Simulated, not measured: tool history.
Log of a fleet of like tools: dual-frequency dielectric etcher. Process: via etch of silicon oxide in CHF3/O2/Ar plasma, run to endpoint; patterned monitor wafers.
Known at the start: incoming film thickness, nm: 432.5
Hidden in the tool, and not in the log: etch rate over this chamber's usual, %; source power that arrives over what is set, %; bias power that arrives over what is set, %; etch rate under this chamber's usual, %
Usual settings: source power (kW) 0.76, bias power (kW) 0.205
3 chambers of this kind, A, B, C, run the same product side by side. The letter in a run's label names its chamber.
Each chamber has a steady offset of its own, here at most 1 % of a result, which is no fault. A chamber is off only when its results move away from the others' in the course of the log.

run	hour	source power (kW)	bias power (kW)	hours since the last wet clean	hours since the last source power generator calibration	hours since the last bias power generator calibration	endpoint time (s)
1A	15.8	0.76	0.205	465.1	786	602	190.15
2C	25.7	0.76	0.205	389.3	3105	2511	191.07
3B	41.4	0.76	0.205	153.5	3326.5	751.1	193.48
4C	54.9	0.76	0.205	418.5	3134.2	2540.2	190.19
5B	62	0.76	0.205	174.1	3347.1	771.7	191.87
6A	77.3	0.76	0.205	526.6	847.5	663.5	189.47
# hour 82.9: chamber A: wet clean of the chamber
7A	85.8	0.76	0.205	2.9	856	672	190.69
8C	93.7	0.76	0.205	457.3	3173	2579	190.94
9B	107.3	0.76	0.169	219.4	3392.4	817	204.39
10A	117.5	0.76	0.169	34.6	887.7	703.7	203.52
11C	124.9	0.76	0.169	488.5	3204.2	2610.2	204.07
# hour 137.7: chamber B: source power generator calibrated
12B	139.5	0.76	0.205	251.6	1.9	849.2	193.42
13C	148.9	0.82	0.16	512.5	3228.2	2634.2	199.89
14A	160	0.82	0.16	77.1	930.2	746.2	201.55
15B	168.7	0.82	0.16	280.8	31.1	878.4	202.59
16B	177.6	0.68	0.233	289.7	40	887.3	192.66
17C	193.3	0.68	0.233	556.9	3272.6	2678.6	190.67
18A	208.6	0.68	0.233	125.7	978.8	794.8	189.82
19C	218.1	0.76	0.205	581.7	3297.4	2703.4	190.18
20A	226.4	0.76	0.205	143.5	996.6	812.6	192.3
# hour 237.3: chamber C: wet clean of the chamber
21B	239.7	0.76	0.205	351.8	102.1	949.4	194.11
22C	250.3	0.76	0.205	13.1	3329.6	2735.6	189.74
23A	259.2	0.76	0.205	176.3	1029.4	845.4	190.71
24B	274.5	0.76	0.205	386.6	136.9	984.2	193.87
25B	285.1	0.76	0.205	397.2	147.5	994.8	193.54
26C	295	0.76	0.23	57.8	3374.3	2780.3	181.6
# hour 304.6: chamber B: wet clean of the chamber
27A	306.9	0.76	0.23	224	1077.1	893.1	183.59
28A	314.1	0.76	0.23	231.2	1084.3	900.3	181.69
29B	323.6	0.76	0.205	19.1	186	1033.3	194.72
30C	336.2	0.76	0.205	99	3415.5	2821.5	189.57
31C	346.1	0.76	0.205	108.9	3425.4	2831.4	189.18
32B	358.3	0.86	0.205	53.8	220.7	1068	183.3
33A	374.3	0.86	0.205	291.4	1144.5	960.5	184.37
34A	386.2	0.86	0.205	303.3	1156.4	972.4	178.61
35C	400.9	0.76	0.205	163.7	3480.2	2886.2	190.92
36B	416	0.62	0.25	111.5	278.4	1125.7	193.63
37B	426.7	0.62	0.25	122.2	289.1	1136.4	194.08
38A	440	0.62	0.25	357.1	1210.2	1026.2	191.29
39C	455.5	0.84	0.205	218.3	3534.8	2940.8	182.93
40C	463.4	0.84	0.205	226.2	3542.7	2948.7	181.46
41B	472.6	0.84	0.205	168.1	335	1182.3	187.11
42A	485	0.76	0.205	402.1	1255.2	1071.2	190.57
43A	500.6	0.76	0.18	417.7	1270.8	1086.8	198.19
44B	509.7	0.76	0.18	205.2	372.1	1219.4	202.8

Is one chamber off against the others, does the gauge drift, or is nothing wrong? If a chamber is off, say which, and what the likeliest cause is.

No chamber stands off beyond its own small offset, and the gauge holds steady.
